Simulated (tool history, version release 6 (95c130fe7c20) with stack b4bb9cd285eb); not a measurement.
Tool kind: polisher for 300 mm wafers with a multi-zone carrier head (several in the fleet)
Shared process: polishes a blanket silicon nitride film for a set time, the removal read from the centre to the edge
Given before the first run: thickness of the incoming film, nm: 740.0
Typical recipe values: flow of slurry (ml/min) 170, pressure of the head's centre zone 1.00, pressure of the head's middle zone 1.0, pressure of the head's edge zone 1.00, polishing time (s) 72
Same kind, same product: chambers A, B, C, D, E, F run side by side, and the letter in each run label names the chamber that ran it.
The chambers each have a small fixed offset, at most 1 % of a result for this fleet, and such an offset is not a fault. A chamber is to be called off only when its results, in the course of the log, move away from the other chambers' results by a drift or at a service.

run    day  flow of slurry (ml/min)  pressure of the head's centre zone  pressure of the head's middle zone  pressure of the head's edge zone  polishing time (s)  wafers polished on this pad  hours since the slurry nozzle was cleaned  hours since the centre zone pressure was calibrated  hours since the edge zone pressure was calibrated  film removed at the wafer's centre (Å)  film removed at mid-radius (Å)  film removed at the wafer's edge (Å)
 1B  0.167                      170                                1.00                                 1.0                              1.00                  72                          486                                       14.0                                                125.9                                               25.0                                  971.70                          964.39                                970.99
 2F  0.358                      170                                1.00                                 1.0                              1.00                  72                          282                                      150.4                                                160.4                                              675.3                                  967.00                          992.97                                962.33
 3A  0.596                      170                                1.00                                 1.0                              1.00                  72                          396                                      362.1                                                585.2                                             1209.7                                  984.26                          959.75                                966.93
     0.871  -- chamber E: worn pad replaced by a new one
 4C  0.879                      170                                1.00                                 1.0                              1.00                  72                          609                                      139.8                                                372.4                                              535.9                                  960.68                          956.87                                974.49
 5D  1.129                      170                                0.94                                 1.0                              1.00                  72                          543                                       53.0                                                 96.1                                              259.4                                  912.46                          983.03                                975.85
 6E  1.304                      170                                0.94                                 1.0                              1.00                  72                           83                                      448.2                                                879.1                                              446.9                                  905.87                          998.45                                972.01
     1.383  -- chamber C: centre zone pressure recalibrated
 7C  1.492                      170                                0.94                                 1.0                              1.00                  72                          727                                      154.5                                                  2.6                                              550.6                                  903.78                          977.39                                969.11
 8B  1.638                      170                                0.94                                 1.0                              1.00                  72                          770                                       49.3                                                161.2                                               60.3                                  905.65                          962.06                                970.57
 9E  1.833                      170                                0.94                                 1.0                              1.00                  72                          185                                      460.9                                                891.8                                              459.6                                  912.48                          962.08                                952.38
10A  2.038                      170                                0.94                                 1.0                              1.00                  72                          674                                      396.7                                                619.8                                             1244.3                                  903.73                          969.06                                977.18
     2.171  -- chamber B: worn pad replaced by a new one
11D  2.221                      170                                1.00                                 1.0                              1.00                  72                          753                                       79.2                                                122.3                                              285.6                                  950.04                          985.20                                977.60
     2.467  -- chamber E: edge zone pressure recalibrated
12F  2.471                      170                                1.00                                 1.0                              1.00                  72                          689                                      201.1                                                211.1                                              726.0                                  979.04                          968.49                                961.78
13F  2.633                      170                                1.00                                 1.0                              1.00                  72                          720                                      205.0                                                215.0                                              729.9                                  955.54                          953.49                                969.66
14B  2.792                      170                                1.00                                 1.0                              1.00                  72                          120                                       77.0                                                188.9                                               88.0                                  973.72                          962.33                                980.13
     2.796  -- chamber A: worn pad replaced by a new one
15D  3.092                      170                                1.00                                 1.0                              1.00                  72                          921                                      100.1                                                143.2                                              306.5                                  955.75                          980.32                                970.99
16A  3.321                      170                                1.00                                 1.0                              1.00                  72                          101                                      427.5                                                650.6                                             1275.1                                  959.18                          964.30                                976.08
     3.350  -- chamber C: worn pad replaced by a new one
17C  3.558                      170                                1.00                                 1.0                              1.00                  72                           40                                      204.1                                                 52.2                                              600.2                                  975.13                          976.76                                975.37
     3.658  -- chamber E: worn pad replaced by a new one
18E  3.808                      170                                1.00                                 1.0                              1.00                  72                           29                                      508.3                                                939.2                                               32.2                                  972.61                          976.75                                962.23
19A  4.096                      170                                1.00                                 1.0                              1.00                  72                          250                                      446.1                                                669.2                                             1293.7                                  987.76                          953.14                                973.57
     4.379  -- chamber A: edge zone pressure recalibrated
20E  4.392                      170                                1.00                                 1.0                              1.00                  72                          141                                      522.3                                                953.2                                               46.2                                  968.84                          971.31                                964.37
21B  4.600                      170                                1.00                                 1.0                              1.00                  72                          468                                      120.4                                                232.3                                              131.4                                  968.50                          979.16                                964.32
     4.754  -- chamber A: centre zone pressure recalibrated
22F  4.829                      170                                1.00                                 1.0                              1.00                  72                         1144                                      257.7                                                267.7                                              782.6                                  971.09                          977.63                                971.85
23C  5.125                      170                                1.00                                 1.0                              1.00                  72                          343                                      241.7                                                 89.8                                              637.8                                  964.04                          958.14                                975.82
     5.308  -- chamber C: edge zone pressure recalibrated
24D  5.425                      170                                1.00                                 1.0                              1.00                  72                         1371                                      156.1                                                199.2                                              362.5                                  970.70                          975.84                                966.13
25B  5.583                      170                                1.00                                 1.0                              1.00                  72                          658                                      144.0                                                255.9                                              155.0                                  956.65                          955.29                                977.89
     5.788  -- chamber B: worn pad replaced by a new one
26A  5.867                      170                                1.00                                 1.0                              1.00                  72                          592                                      488.6                                                 26.8                                               35.8                                  958.31                          977.76                                964.03
27E  6.042                      170                                1.00                                 1.0                              1.00                  72                          459                                      561.9                                                992.8                                               85.8                                  977.56                          963.90                                975.42
28F  6.200                      170                                1.00                                 1.0                              1.00                  72                         1409                                      290.6                                                300.6                                              815.5                                  977.35                          978.94                                973.93
     6.258  -- chamber E: worn pad replaced by a new one
     6.271  -- chamber F: worn pad replaced by a new one
29D  6.375                      170                                1.00                                 1.0                              1.00                  72                         1555                                      178.9                                                222.0                                              385.3                                  962.51                          968.70                                978.27
30C  6.517                      170                                1.00                                 1.0                              1.00                  72                          611                                      275.1                                                123.2                                               29.0                                  961.35                          981.08                                985.93
     6.583  -- chamber A: worn pad replaced by a new one
31A  6.775                      170                                1.00                                 1.0                              1.00                  72                           37                                      510.4                                                 48.6                                               57.6                                  975.83                          960.25                                985.33
     6.854  -- chamber D: worn pad replaced by a new one
32F  7.017                      170                                1.00                                 1.0                              1.00                  72                          144                                      310.2                                                320.2                                              835.1                                  967.12                          968.72                                968.48
33D  7.242                      170                                1.00                                 1.0                              1.00                  72                           75                                      199.7                                                242.8                                              406.1                                  974.75                          976.58                                973.68
34C  7.542                      170                                1.00                                 1.0                              1.00                  72                          809                                      299.7                                                147.8                                               53.6                                  961.78                          966.81                                973.20
35B  7.754                      170                                1.00                                 1.0                              1.00                  72                          380                                      196.1                                                308.0                                              207.1                                  972.47                          952.72                                973.75
36E  8.038                      205                                1.00                                 1.1                              1.00                  72                          343                                      609.8                                               1040.7                                              133.7                                 1004.80                         1076.00                                982.14
37F  8.175                      205                                1.00                                 1.1                              1.00                  72                          367                                      338.0                                                348.0                                              862.9                                 1001.70                         1093.90                                993.26
38B  8.367                      205                                1.00                                 1.1                              1.00                  72                          498                                      210.8                                                322.7                                              221.8                                 1011.40                         1106.20                                996.59
39C  8.504                      205                                1.00                                 1.1                              1.00                  72                          995                                      322.8                                                170.9                                               76.7                                 1000.20                         1068.80                                997.66
40A  8.783                      205                                1.00                                 1.1                              1.00                  72                          424                                      558.6                                                 96.8                                              105.8                                 1005.10                         1078.70                                996.57
41D  8.975                      205                                1.00                                 1.1                              1.00                  72                          409                                      241.3                                                284.4                                              447.7                                 1010.40                         1126.00                                988.02

All chambers now run identical settings, listed one chamber a line with results as question marks. What results will each chamber show?
42A  9.192                      170                                1.00                                 1.0                              1.05                  72                                                                                                                                                                                                                       ?                               ?                                     ?
42B  9.192                      170                                1.00                                 1.0                              1.05                  72                                                                                                                                                                                                                       ?                               ?                                     ?
42C  9.192                      170                                1.00                                 1.0                              1.05                  72                                                                                                                                                                                                                       ?                               ?                                     ?
42D  9.192                      170                                1.00                                 1.0                              1.05                  72                                                                                                                                                                                                                       ?                               ?                                     ?
42E  9.192                      170                                1.00                                 1.0                              1.05                  72                                                                                                                                                                                                                       ?                               ?                                     ?
42F  9.192                      170                                1.00                                 1.0                              1.05                  72                                                                                                                                                                                                                       ?                               ?                                     ?

run  film removed at the wafer's centre (Å)  film removed at mid-radius (Å)  film removed at the wafer's edge (Å)
42A                                  966.86                          963.01                               1003.30
42B                                  970.36                          992.08                                991.60
42C                                  968.40                          956.43                                994.00
42D                                  969.31                          974.56                                997.05
42E                                  974.13                          957.56                                975.55
42F                                  975.27                          975.82                               1001.90
